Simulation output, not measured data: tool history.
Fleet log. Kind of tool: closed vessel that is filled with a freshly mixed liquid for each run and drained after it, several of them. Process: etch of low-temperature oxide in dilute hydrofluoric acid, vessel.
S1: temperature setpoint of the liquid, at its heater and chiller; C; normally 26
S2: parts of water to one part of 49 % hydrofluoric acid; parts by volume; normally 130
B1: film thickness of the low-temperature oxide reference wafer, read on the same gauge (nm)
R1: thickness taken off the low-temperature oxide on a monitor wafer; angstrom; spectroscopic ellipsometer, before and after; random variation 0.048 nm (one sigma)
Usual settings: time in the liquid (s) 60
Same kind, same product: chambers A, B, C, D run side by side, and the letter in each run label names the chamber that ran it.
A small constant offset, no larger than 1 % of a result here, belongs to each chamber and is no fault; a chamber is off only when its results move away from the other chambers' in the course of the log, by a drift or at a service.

{"run": "1D", "hour": 6.0, "S1": 26, "S2": 130, "time in the liquid (s)": 60, "B1": 89.987, "R1": 105.19}
{"run": "2A", "hour": 16.1, "S1": 26, "S2": 130, "time in the liquid (s)": 60, "B1": 89.993, "R1": 106.49}
{"run": "3B", "hour": 25.0, "S1": 26, "S2": 130, "time in the liquid (s)": 60, "B1": 89.993, "R1": 106.13}
{"run": "4C", "hour": 32.7, "S1": 26, "S2": 130, "time in the liquid (s)": 60, "B1": 90.005, "R1": 105.96}
{"run": "5A", "hour": 42.4, "S1": 26, "S2": 170, "time in the liquid (s)": 60, "B1": 90.006, "R1": 77.228}
{"run": "6D", "hour": 48.3, "S1": 26, "S2": 170, "time in the liquid (s)": 60, "B1": 89.989, "R1": 75.948}
{"run": "7C", "hour": 58.0, "S1": 26, "S2": 170, "time in the liquid (s)": 60, "B1": 90.019, "R1": 77.718}
{"run": "8B", "hour": 66.0, "S1": 26, "S2": 170, "time in the liquid (s)": 60, "B1": 89.982, "R1": 77.039}
{"run": "9C", "hour": 75.5, "S1": 24, "S2": 95, "time in the liquid (s)": 60, "B1": 89.995, "R1": 140.99}
{"hour": 75.8, "done": "chamber A: thermometer replaced"}
{"run": "10D", "hour": 81.2, "S1": 24, "S2": 95, "time in the liquid (s)": 60, "B1": 89.996, "R1": 140.85}
{"run": "11A", "hour": 90.4, "S1": 24, "S2": 95, "time in the liquid (s)": 60, "B1": 89.997, "R1": 139.67}
{"run": "12B", "hour": 100.6, "S1": 24, "S2": 95, "time in the liquid (s)": 60, "B1": 89.988, "R1": 141.86}
{"run": "13C", "hour": 109.6, "S1": 26, "S2": 130, "time in the liquid (s)": 60, "B1": 89.995, "R1": 105.71}
{"run": "14B", "hour": 115.2, "S1": 26, "S2": 130, "time in the liquid (s)": 60, "B1": 90.023, "R1": 106.52}
{"run": "15A", "hour": 122.4, "S1": 26, "S2": 130, "time in the liquid (s)": 60, "B1": 89.984, "R1": 106.39}
{"run": "16D", "hour": 128.1, "S1": 26, "S2": 130, "time in the liquid (s)": 60, "B1": 89.997, "R1": 106.01}
{"hour": 135.0, "done": "chamber C: thermometer replaced"}
{"run": "17A", "hour": 136.2, "S1": 26, "S2": 130, "time in the liquid (s)": 60, "B1": 90.013, "R1": 105.94}
{"run": "18D", "hour": 145.2, "S1": 26, "S2": 130, "time in the liquid (s)": 60, "B1": 90.018, "R1": 104.56}
{"run": "19C", "hour": 155.9, "S1": 23, "S2": 130, "time in the liquid (s)": 80, "B1": 90.017, "R1": 125.66}
{"run": "20B", "hour": 165.9, "S1": 23, "S2": 130, "time in the liquid (s)": 80, "B1": 89.995, "R1": 126.11}
{"run": "21A", "hour": 171.6, "S1": 23, "S2": 130, "time in the liquid (s)": 80, "B1": 89.977, "R1": 124.96}
{"run": "22B", "hour": 180.9, "S1": 23, "S2": 130, "time in the liquid (s)": 80, "B1": 89.991, "R1": 126.0}
{"run": "23C", "hour": 188.8, "S1": 26, "S2": 130, "time in the liquid (s)": 60, "B1": 89.99, "R1": 106.27}
{"run": "24D", "hour": 199.0, "S1": 26, "S2": 130, "time in the liquid (s)": 60, "B1": 90.016, "R1": 105.08}
{"run": "25C", "hour": 208.3, "S1": 26, "S2": 130, "time in the liquid (s)": 60, "B1": 89.977, "R1": 105.57}
{"run": "26A", "hour": 213.6, "S1": 26, "S2": 130, "time in the liquid (s)": 60, "B1": 89.993, "R1": 105.61}
{"run": "27D", "hour": 218.9, "S1": 26, "S2": 130, "time in the liquid (s)": 60, "B1": 89.993, "R1": 104.91}
{"run": "28B", "hour": 224.0, "S1": 26, "S2": 130, "time in the liquid (s)": 60, "B1": 90.008, "R1": 105.85}
{"run": "29C", "hour": 232.3, "S1": 24, "S2": 130, "time in the liquid (s)": 60, "B1": 90.01, "R1": 97.937}
{"run": "30D", "hour": 238.1, "S1": 24, "S2": 130, "time in the liquid (s)": 60, "B1": 89.994, "R1": 97.634}
{"run": "31B", "hour": 243.9, "S1": 24, "S2": 130, "time in the liquid (s)": 60, "B1": 90.01, "R1": 98.67}

Predict what each chamber gives when all 4 of them run the settings below next.
{"run": "32A", "hour": 251.7, "S1": 26, "S2": 130, "time in the liquid (s)": 60, "R1": "?"}
{"run": "32B", "hour": 251.7, "S1": 26, "S2": 130, "time in the liquid (s)": 60, "R1": "?"}
{"run": "32C", "hour": 251.7, "S1": 26, "S2": 130, "time in the liquid (s)": 60, "R1": "?"}
{"run": "32D", "hour": 251.7, "S1": 26, "S2": 130, "time in the liquid (s)": 60, "R1": "?"}

run=32A R1=106.550
run=32B R1=105.670
run=32C R1=106.100
run=32D R1=105.230
